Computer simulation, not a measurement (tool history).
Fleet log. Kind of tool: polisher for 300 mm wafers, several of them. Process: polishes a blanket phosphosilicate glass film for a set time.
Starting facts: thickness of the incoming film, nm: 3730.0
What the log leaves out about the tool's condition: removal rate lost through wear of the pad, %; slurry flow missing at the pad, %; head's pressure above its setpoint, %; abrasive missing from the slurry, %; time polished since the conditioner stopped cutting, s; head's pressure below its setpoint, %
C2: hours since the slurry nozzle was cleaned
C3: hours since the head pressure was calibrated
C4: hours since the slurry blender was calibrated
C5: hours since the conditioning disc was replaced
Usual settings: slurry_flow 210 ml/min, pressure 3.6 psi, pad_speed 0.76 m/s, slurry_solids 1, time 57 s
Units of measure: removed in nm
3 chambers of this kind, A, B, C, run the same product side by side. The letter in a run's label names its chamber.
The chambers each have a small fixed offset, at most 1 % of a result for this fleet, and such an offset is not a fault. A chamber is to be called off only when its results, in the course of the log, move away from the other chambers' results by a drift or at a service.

run 1B hour=7.4 | slurry_flow=210 pressure=3.6 pad_speed=0.76 slurry_solids=1 time=57 | wafers_polished_on_this_pad=616 C2=418.3 C3=19.7 C4=235.4 C5=401.4 | removed=424.46
-- hour=11.2 chamber C: worn pad replaced by a new one
run 2A hour=15.1 | slurry_flow=210 pressure=3.6 pad_speed=0.76 slurry_solids=1 time=57 | wafers_polished_on_this_pad=658 C2=479.5 C3=289.6 C4=150.1 C5=219.5 | removed=420.29
run 3C hour=21.7 | slurry_flow=210 pressure=3.6 pad_speed=0.76 slurry_solids=1 time=57 | wafers_polished_on_this_pad=109 C2=157.8 C3=742.1 C4=46.5 C5=367.1 | removed=425.89
-- hour=29.7 chamber A: slurry nozzle cleaned
run 4B hour=30.2 | slurry_flow=210 pressure=3.6 pad_speed=0.76 slurry_solids=1 time=57 | wafers_polished_on_this_pad=853 C2=441.1 C3=42.5 C4=258.2 C5=424.2 | removed=425.01
run 5C hour=37.6 | slurry_flow=210 pressure=3.6 pad_speed=0.76 slurry_solids=1 time=57 | wafers_polished_on_this_pad=274 C2=173.7 C3=758 C4=62.4 C5=383 | removed=421.59
run 6A hour=43.8 | slurry_flow=210 pressure=3.6 pad_speed=0.76 slurry_solids=1 time=57 | wafers_polished_on_this_pad=955 C2=14.2 C3=318.3 C4=178.8 C5=248.2 | removed=418.23
-- hour=48.2 chamber C: conditioning disc replaced and pad reconditioned
-- hour=50 chamber B: slurry nozzle cleaned
run 7A hour=51.3 | slurry_flow=210 pressure=3.6 pad_speed=0.56 slurry_solids=1.25 time=57 | wafers_polished_on_this_pad=1033 C2=21.7 C3=325.8 C4=186.3 C5=255.7 | removed=357.87
run 8B hour=58.8 | slurry_flow=210 pressure=3.6 pad_speed=0.56 slurry_solids=1.25 time=57 | wafers_polished_on_this_pad=1149 C2=8.9 C3=71.1 C4=286.8 C5=452.8 | removed=364.23
run 9C hour=63.8 | slurry_flow=210 pressure=3.6 pad_speed=0.56 slurry_solids=1.25 time=57 | wafers_polished_on_this_pad=546 C2=199.9 C3=784.2 C4=88.6 C5=15.6 | removed=360.34
-- hour=68.7 chamber B: conditioning disc replaced and pad reconditioned
-- hour=68.8 chamber A: worn pad replaced by a new one
run 10C hour=71.6 | slurry_flow=210 pressure=3.6 pad_speed=0.76 slurry_solids=1 time=57 | wafers_polished_on_this_pad=626 C2=207.7 C3=792 C4=96.4 C5=23.4 | removed=427.97
-- hour=76.8 chamber B: slurry blender recalibrated
run 11A hour=77.5 | slurry_flow=210 pressure=3.6 pad_speed=0.76 slurry_solids=1 time=57 | wafers_polished_on_this_pad=90 C2=47.9 C3=352 C4=212.5 C5=281.9 | removed=432.21
run 12B hour=83.1 | slurry_flow=210 pressure=3.6 pad_speed=0.76 slurry_solids=1 time=57 | wafers_polished_on_this_pad=1402 C2=33.2 C3=95.4 C4=6.4 C5=14.4 | removed=420.24
run 13B hour=89.9 | slurry_flow=210 pressure=3.6 pad_speed=0.76 slurry_solids=1 time=57 | wafers_polished_on_this_pad=1472 C2=40 C3=102.2 C4=13.2 C5=21.2 | removed=418.4
run 14C hour=94.2 | slurry_flow=210 pressure=3.6 pad_speed=0.76 slurry_solids=1 time=57 | wafers_polished_on_this_pad=861 C2=230.3 C3=814.6 C4=119 C5=46 | removed=422.45
-- hour=97 chamber C: head pressure recalibrated
run 15A hour=99.7 | slurry_flow=210 pressure=3.6 pad_speed=0.76 slurry_solids=1 time=57 | wafers_polished_on_this_pad=320 C2=70.1 C3=374.2 C4=234.7 C5=304.1 | removed=427.9
run 16C hour=104 | slurry_flow=210 pressure=3.6 pad_speed=0.76 slurry_solids=1 time=57 | wafers_polished_on_this_pad=963 C2=240.1 C3=7.1 C4=128.8 C5=55.8 | removed=425.21
-- hour=106.3 chamber C: worn pad replaced by a new one
run 17B hour=112 | slurry_flow=210 pressure=3.6 pad_speed=0.76 slurry_solids=1 time=57 | wafers_polished_on_this_pad=1701 C2=62.1 C3=124.3 C4=35.3 C5=43.3 | removed=425.31
run 18A hour=120.4 | slurry_flow=210 pressure=3.6 pad_speed=0.76 slurry_solids=1 time=57 | wafers_polished_on_this_pad=535 C2=90.8 C3=394.9 C4=255.4 C5=324.8 | removed=426.95
run 19B hour=124.4 | slurry_flow=210 pressure=3.6 pad_speed=0.76 slurry_solids=1 time=57 | wafers_polished_on_this_pad=1830 C2=74.5 C3=136.7 C4=47.7 C5=55.7 | removed=405.42
run 20A hour=132.6 | slurry_flow=250 pressure=3.6 pad_speed=0.76 slurry_solids=1 time=57 | wafers_polished_on_this_pad=661 C2=103 C3=407.1 C4=267.6 C5=337 | removed=429.48
run 21C hour=139.3 | slurry_flow=250 pressure=3.6 pad_speed=0.76 slurry_solids=1 time=57 | wafers_polished_on_this_pad=342 C2=275.4 C3=42.4 C4=164.1 C5=91.1 | removed=429.1
run 22B hour=147 | slurry_flow=250 pressure=3.6 pad_speed=0.76 slurry_solids=1 time=57 | wafers_polished_on_this_pad=2064 C2=97.1 C3=159.3 C4=70.3 C5=78.3 | removed=413.02
run 23C hour=153.5 | slurry_flow=210 pressure=2.9 pad_speed=0.76 slurry_solids=1 time=39 | wafers_polished_on_this_pad=490 C2=289.6 C3=56.6 C4=178.3 C5=105.3 | removed=235.76
run 24A hour=161.5 | slurry_flow=210 pressure=2.9 pad_speed=0.76 slurry_solids=1 time=39 | wafers_polished_on_this_pad=961 C2=131.9 C3=436 C4=296.5 C5=365.9 | removed=234.56
-- hour=163.6 chamber C: slurry blender recalibrated
run 25C hour=167.6 | slurry_flow=210 pressure=2.9 pad_speed=0.76 slurry_solids=1 time=39 | wafers_polished_on_this_pad=636 C2=303.7 C3=70.7 C4=4 C5=119.4 | removed=226.4
run 26B hour=173.3 | slurry_flow=210 pressure=3.6 pad_speed=0.76 slurry_solids=1 time=57 | wafers_polished_on_this_pad=2337 C2=123.4 C3=185.6 C4=96.6 C5=104.6 | removed=398.42
run 27A hour=178.3 | slurry_flow=210 pressure=3.6 pad_speed=0.76 slurry_solids=1.1 time=42 | wafers_polished_on_this_pad=1136 C2=148.7 C3=452.8 C4=313.3 C5=382.7 | removed=323.26
run 28B hour=186.6 | slurry_flow=210 pressure=3.6 pad_speed=0.76 slurry_solids=1.1 time=42 | wafers_polished_on_this_pad=2475 C2=136.7 C3=198.9 C4=109.9 C5=117.9 | removed=300.2
run 29A hour=190.7 | slurry_flow=210 pressure=3.6 pad_speed=0.76 slurry_solids=1.1 time=42 | wafers_polished_on_this_pad=1264 C2=161.1 C3=465.2 C4=325.7 C5=395.1 | removed=322.59
-- hour=193.5 chamber A: worn pad replaced by a new one
run 30C hour=198.4 | slurry_flow=210 pressure=3.6 pad_speed=0.76 slurry_solids=1 time=57 | wafers_polished_on_this_pad=955 C2=334.5 C3=101.5 C4=34.8 C5=150.2 | removed=421.91
run 31A hour=204.6 | slurry_flow=210 pressure=3.6 pad_speed=0.76 slurry_solids=1 time=57 | wafers_polished_on_this_pad=115 C2=175 C3=479.1 C4=339.6 C5=409 | removed=421.12
-- hour=208.5 chamber A: conditioning disc replaced and pad reconditioned
-- hour=210.8 chamber C: worn pad replaced by a new one
run 32C hour=211.9 | slurry_flow=210 pressure=3.6 pad_speed=0.76 slurry_solids=1 time=57 | wafers_polished_on_this_pad=11 C2=348 C3=115 C4=48.3 C5=163.7 | removed=424.81
run 33B hour=217.2 | slurry_flow=210 pressure=3.6 pad_speed=0.76 slurry_solids=1 time=57 | wafers_polished_on_this_pad=2793 C2=167.3 C3=229.5 C4=140.5 C5=148.5 | removed=392.74
run 34A hour=222.1 | slurry_flow=210 pressure=3.6 pad_speed=0.76 slurry_solids=1 time=73 | wafers_polished_on_this_pad=296 C2=192.5 C3=496.6 C4=357.1 C5=13.6 | removed=543.71
run 35C hour=229.4 | slurry_flow=210 pressure=3.6 pad_speed=0.76 slurry_solids=1 time=73 | wafers_polished_on_this_pad=193 C2=365.5 C3=132.5 C4=65.8 C5=181.2 | removed=538.17
run 36B hour=237.1 | slurry_flow=210 pressure=3.6 pad_speed=0.76 slurry_solids=1 time=73 | wafers_polished_on_this_pad=2999 C2=187.2 C3=249.4 C4=160.4 C5=168.4 | removed=486.86
run 37B hour=242.5 | slurry_flow=210 pressure=3.6 pad_speed=0.76 slurry_solids=1 time=57 | wafers_polished_on_this_pad=3055 C2=192.6 C3=254.8 C4=165.8 C5=173.8 | removed=385.93

All 3 chambers run these settings next. Forecast each chamber's results:
run 38A hour=248.5 | slurry_flow=210 pressure=3.6 pad_speed=0.76 slurry_solids=1 time=57 | removed=?
run 38B hour=248.5 | slurry_flow=210 pressure=3.6 pad_speed=0.76 slurry_solids=1 time=57 | removed=?
run 38C hour=248.5 | slurry_flow=210 pressure=3.6 pad_speed=0.76 slurry_solids=1 time=57 | removed=?

run=38A removed=424.25
run=38B removed=381.63
run=38C removed=418.53
